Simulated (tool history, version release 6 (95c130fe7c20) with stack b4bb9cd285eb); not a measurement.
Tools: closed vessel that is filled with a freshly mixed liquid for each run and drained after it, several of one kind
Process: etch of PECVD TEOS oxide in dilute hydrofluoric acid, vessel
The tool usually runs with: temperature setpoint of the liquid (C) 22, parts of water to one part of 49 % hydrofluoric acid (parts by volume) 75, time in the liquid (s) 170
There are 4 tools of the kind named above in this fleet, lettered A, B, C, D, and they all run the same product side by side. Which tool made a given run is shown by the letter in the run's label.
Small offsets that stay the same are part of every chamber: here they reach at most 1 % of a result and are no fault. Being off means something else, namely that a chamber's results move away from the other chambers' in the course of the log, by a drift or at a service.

run,hour,temperature setpoint of the liquid (C),parts of water to one part of 49 % hydrofluoric acid (parts by volume),time in the liquid (s),hours since the thermometer was replaced,hours since the hydrofluoric acid flow meter was replaced,"read-back film thickness of the PECVD TEOS oxide reference wafer, read on the same gauge (nm)",thickness taken off the PECVD TEOS oxide on a monitor wafer (nm)
1B,8,22,75,170,704.6,443.1,109.97,31.036
2C,13.8,22,75,170,118.2,443.5,109.97,30.858
3D,25.5,22,75,170,431.2,1106.2,110.02,30.919
4A,31.7,22,75,170,161.8,1011.6,110.02,31.051
5B,38.4,22,75,170,735,473.5,110,31.07
6A,44.9,22,75,120,175,1024.8,109.96,21.965
7D,55.1,22,75,120,460.8,1135.8,110.03,21.857
8C,65.6,22,75,120,170,495.3,110.05,21.815
9B,73.6,22,75,120,770.2,508.7,110.04,22.047
10C,80,22,75,170,184.4,509.7,109.99,30.982
11A,92.9,22,75,170,223,1072.8,110.01,30.823
12D,101.7,22,75,170,507.4,1182.4,109.98,30.713
13D,108.9,22,75,170,514.6,1189.6,109.94,30.67
14B,117.6,22,75,170,814.2,552.7,110.01,31.023
15A,130.2,22,75,170,260.3,1110.1,110.01,31.181
16C,141.5,22,75,170,245.9,571.2,110.01,30.747
17C,152.1,22,75,170,256.5,581.8,109.95,30.839
18A,162.5,22,75,170,292.6,1142.4,109.99,30.886
19B,175.1,22,75,170,871.7,610.2,110.01,31.21
20D,188.2,22,75,170,593.9,1268.9,109.99,30.499
21C,194.5,22,75,170,298.9,624.2,110.01,30.957
22B,204.8,22,75,170,901.4,639.9,109.98,31.09
23D,210.7,22,75,170,616.4,1291.4,110,30.148
24A,219.7,22,75,170,349.8,1199.6,109.98,31.161
25D,226,22,75,170,631.7,1306.7,109.97,30.283

Is one chamber off against the others, does the gauge drift, or is nothing wrong? If a chamber is off, say which, and what the likeliest cause is.

It is chamber D that slowly wanders off from its peers.
What lies behind it: hydrofluoric acid flow below the setpoint (%) = 2.58.
From this log alone, it may not be told apart from: liquid colder than its thermometer reads (K).

Which of the 4 candidates below, each the usual settings with something changed and its results left as question marks, puts chamber D back in line with what the other chambers give on the usual settings?
Allowed miss from the other chambers' usual-settings mean, per result, to count as in line: thickness taken off the PECVD TEOS oxide on a monitor wafer (nm) 0.41
26D-1,235.4,22,75,175,,,,?
26D-2,235.4,22,75,165,,,,?
26D-3,235.4,23.5,75,170,,,,?
26D-4,235.4,22,75,160,,,,?

The mean the other chambers reach with the usual settings: thickness taken off the PECVD TEOS oxide on a monitor wafer (nm) 31.01
run,thickness taken off the PECVD TEOS oxide on a monitor wafer (nm)
26D-1,30.961
26D-2,29.192
26D-3,31.998
26D-4,28.307
With 26D-1, the chamber falls back in line with the rest.
